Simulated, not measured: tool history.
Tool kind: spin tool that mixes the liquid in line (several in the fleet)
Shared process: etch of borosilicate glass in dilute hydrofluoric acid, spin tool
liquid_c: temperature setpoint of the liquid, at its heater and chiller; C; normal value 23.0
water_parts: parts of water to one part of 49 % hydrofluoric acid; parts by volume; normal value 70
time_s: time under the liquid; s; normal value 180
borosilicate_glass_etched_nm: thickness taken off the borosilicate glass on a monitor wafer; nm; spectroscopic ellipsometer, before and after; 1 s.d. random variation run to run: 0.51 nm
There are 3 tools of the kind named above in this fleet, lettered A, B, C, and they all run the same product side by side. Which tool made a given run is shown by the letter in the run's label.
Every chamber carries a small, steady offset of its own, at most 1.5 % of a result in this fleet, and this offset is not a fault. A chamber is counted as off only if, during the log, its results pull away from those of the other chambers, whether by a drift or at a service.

run   hour  liquid_c  water_parts  time_s  read-back film thickness of the borosilicate glass reference wafer, read on the same gauge (nm)  borosilicate_glass_etched_nm
 1A   10.0      23.0           70     180                                                                                           69.995                        51.203
 2C   16.4      23.0           70     180                                                                                           69.989                        50.760
 3B   23.6      23.0           70     180                                                                                           69.997                        50.063
 4A   35.6      23.0           70     180                                                                                           70.012                        51.040
 5C   43.1      23.0           70     180                                                                                           70.001                        51.067
 6B   56.7      23.0           70     180                                                                                           70.013                        50.999
 7B   70.0      23.0           70     180                                                                                           70.006                        51.036
 8C   80.0      23.0           70     180                                                                                           70.005                        50.187
 9A   92.9      23.0           50     180                                                                                           70.014                        73.941
10A  104.5      23.0           50     180                                                                                           70.003                        73.463
11C  110.7      23.0           50     180                                                                                           70.007                        74.196
12B  119.2      23.0           70     180                                                                                           70.013                        50.336
13B  126.3      23.0           70     180                                                                                           70.014                        50.435
14C  138.5      23.0           70     180                                                                                           70.009                        51.299
15A  146.4      23.0           70      95                                                                                           70.007                        27.377
16B  159.7      23.0           70      95                                                                                           69.980                        26.510
17C  166.6      23.0           70      95                                                                                           70.007                        26.279
18A  178.4      23.0           70     180                                                                                           70.011                        51.998
19A  189.2      23.0           70     180                                                                                           70.006                        51.927
20C  197.2      23.0           55     180                                                                                           69.993                        62.526
21B  204.3      23.0           55     180                                                                                           70.011                        65.937
22C  213.5      23.0           55     180                                                                                           70.003                        62.479
23B  223.8      23.0           70     180                                                                                           70.009                        50.274
24A  232.8      23.0           70     180                                                                                           70.000                        50.576
25B  242.9      23.0          105     280                                                                                           69.997                        49.853
26C  250.7      23.0          105     280                                                                                           69.988                        47.333
27A  263.9      23.0          105     280                                                                                           69.983                        50.163
     270.2  -- chamber B: thermometer replaced
28B  271.7      23.0           70     180                                                                                           69.993                        50.745
29C  282.3      21.5           70     135                                                                                           69.997                        33.205
30A  291.6      21.5           70     135                                                                                           69.998                        36.191
     293.1  -- chamber A: hydrofluoric acid flow meter replaced
31C  301.9      21.5           70     135                                                                                           70.010                        32.591
32A  315.3      23.0           70     180                                                                                           69.993                        52.322
33B  322.3      23.0           70     180                                                                                           70.023                        51.138

For the next run the whole fleet of 3 chambers uses the same settings. Give each chamber's results:
34A  332.3      23.0           70     180                                                                                                                              ?
34B  332.3      23.0           70     180                                                                                                                              ?
34C  332.3      23.0           70     180                                                                                                                              ?

run  borosilicate_glass_etched_nm
34A                        51.588
34B                        51.264
34C                        46.031

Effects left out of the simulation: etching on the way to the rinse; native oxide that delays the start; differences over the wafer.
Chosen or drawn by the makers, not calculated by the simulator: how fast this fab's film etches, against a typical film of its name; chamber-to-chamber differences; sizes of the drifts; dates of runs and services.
